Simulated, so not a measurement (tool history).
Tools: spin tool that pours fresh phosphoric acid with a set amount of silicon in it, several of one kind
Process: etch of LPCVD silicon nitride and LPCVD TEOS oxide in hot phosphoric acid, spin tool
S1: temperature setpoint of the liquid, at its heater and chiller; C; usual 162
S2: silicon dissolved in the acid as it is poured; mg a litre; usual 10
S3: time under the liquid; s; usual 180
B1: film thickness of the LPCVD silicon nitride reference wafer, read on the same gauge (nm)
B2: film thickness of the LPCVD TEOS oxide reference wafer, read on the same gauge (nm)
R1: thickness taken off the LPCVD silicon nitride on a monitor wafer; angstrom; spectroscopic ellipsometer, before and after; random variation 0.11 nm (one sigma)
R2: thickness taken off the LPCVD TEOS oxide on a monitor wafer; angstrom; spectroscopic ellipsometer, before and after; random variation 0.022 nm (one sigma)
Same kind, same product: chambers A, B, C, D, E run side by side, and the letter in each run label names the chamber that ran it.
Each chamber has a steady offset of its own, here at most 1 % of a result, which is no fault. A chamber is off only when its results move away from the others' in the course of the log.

run,hour,S1,S2,S3,B1,B2,R1,R2
1B,10.9,162,10,180,90.001,130.01,177.80,6.5850
2A,20.2,162,10,180,90.026,129.98,178.20,6.6633
3D,26.4,162,10,180,89.984,129.99,180.19,7.1147
4E,36.2,162,10,180,90.057,130.01,179.36,6.7529
5C,42.3,162,10,180,90.000,130.02,180.89,6.7250
6B,52.8,162,10,180,89.987,130.01,177.20,6.9459
7E,61.9,162,10,180,89.992,129.99,180.26,6.8366
8C,67.6,162,10,180,90.006,129.97,178.93,6.7660
9A,75.8,162,10,180,90.036,130.00,178.30,6.8547
10D,82.0,162,10,180,89.984,129.98,181.80,6.6195
11D,93.4,162,10,180,89.988,130.00,180.66,6.3220
12A,100.6,165,6,180,89.962,130.01,197.86,8.2076
13E,106.6,165,6,180,89.980,130.01,198.87,9.2034
14C,117.3,165,6,180,90.017,129.98,201.13,9.0200
15B,129.3,165,6,180,90.030,130.00,196.88,9.4414
16B,141.6,165,6,180,89.975,130.01,196.52,8.6578
17D,153.0,162,10,180,89.965,130.03,182.30,6.5140
18C,163.4,162,15,105,89.987,130.03,103.95,3.4188
19A,168.7,162,15,105,90.065,129.95,105.30,3.3287
20E,180.5,162,15,105,90.044,130.02,104.59,3.4528
# hour 183.5: chamber A: heated supply line repaired
21C,186.8,162,15,105,90.001,129.98,104.87,3.4441
# hour 190.3: chamber C: thermometer replaced
22A,198.9,162,15,105,89.965,130.05,105.25,3.3775
23B,205.7,162,10,180,90.015,130.04,176.42,6.7850
24D,212.0,162,10,180,90.000,129.99,180.12,6.9284
25E,220.0,162,4,285,90.011,130.02,286.24,11.8940
26D,226.1,162,4,285,90.015,130.00,287.87,12.1810
27B,233.1,162,4,285,90.036,130.00,285.27,12.5100
28E,241.9,162,4,285,89.962,129.95,284.75,12.6440
29C,248.0,162,4,285,89.997,129.98,285.50,11.8910
30A,259.9,162,10,180,89.959,130.03,178.71,6.6074
# hour 261.9: chamber D: dissolved silicon flow meter replaced
31A,269.8,162,10,180,90.005,129.99,179.10,6.7737
32C,277.3,162,6,180,90.008,130.01,179.93,7.5322
33B,282.7,162,6,180,89.994,129.98,179.64,7.2196
34D,293.6,162,6,180,89.984,130.02,181.92,7.4873
35E,300.7,162,6,180,90.049,129.99,180.59,7.4338
36B,309.9,162,6,180,89.947,130.02,177.06,7.3200
# hour 317.0: chamber D: thermometer replaced
37D,320.1,162,10,180,90.003,130.01,181.82,6.9126
38C,329.9,162,10,180,89.988,130.00,180.06,6.7563

One chamber off, gauge drift, or nothing amiss beyond the chambers' own small offsets? If it is a chamber, which one, and what is the likeliest cause?

No chamber stands off beyond its own small offset, and the gauge holds steady.
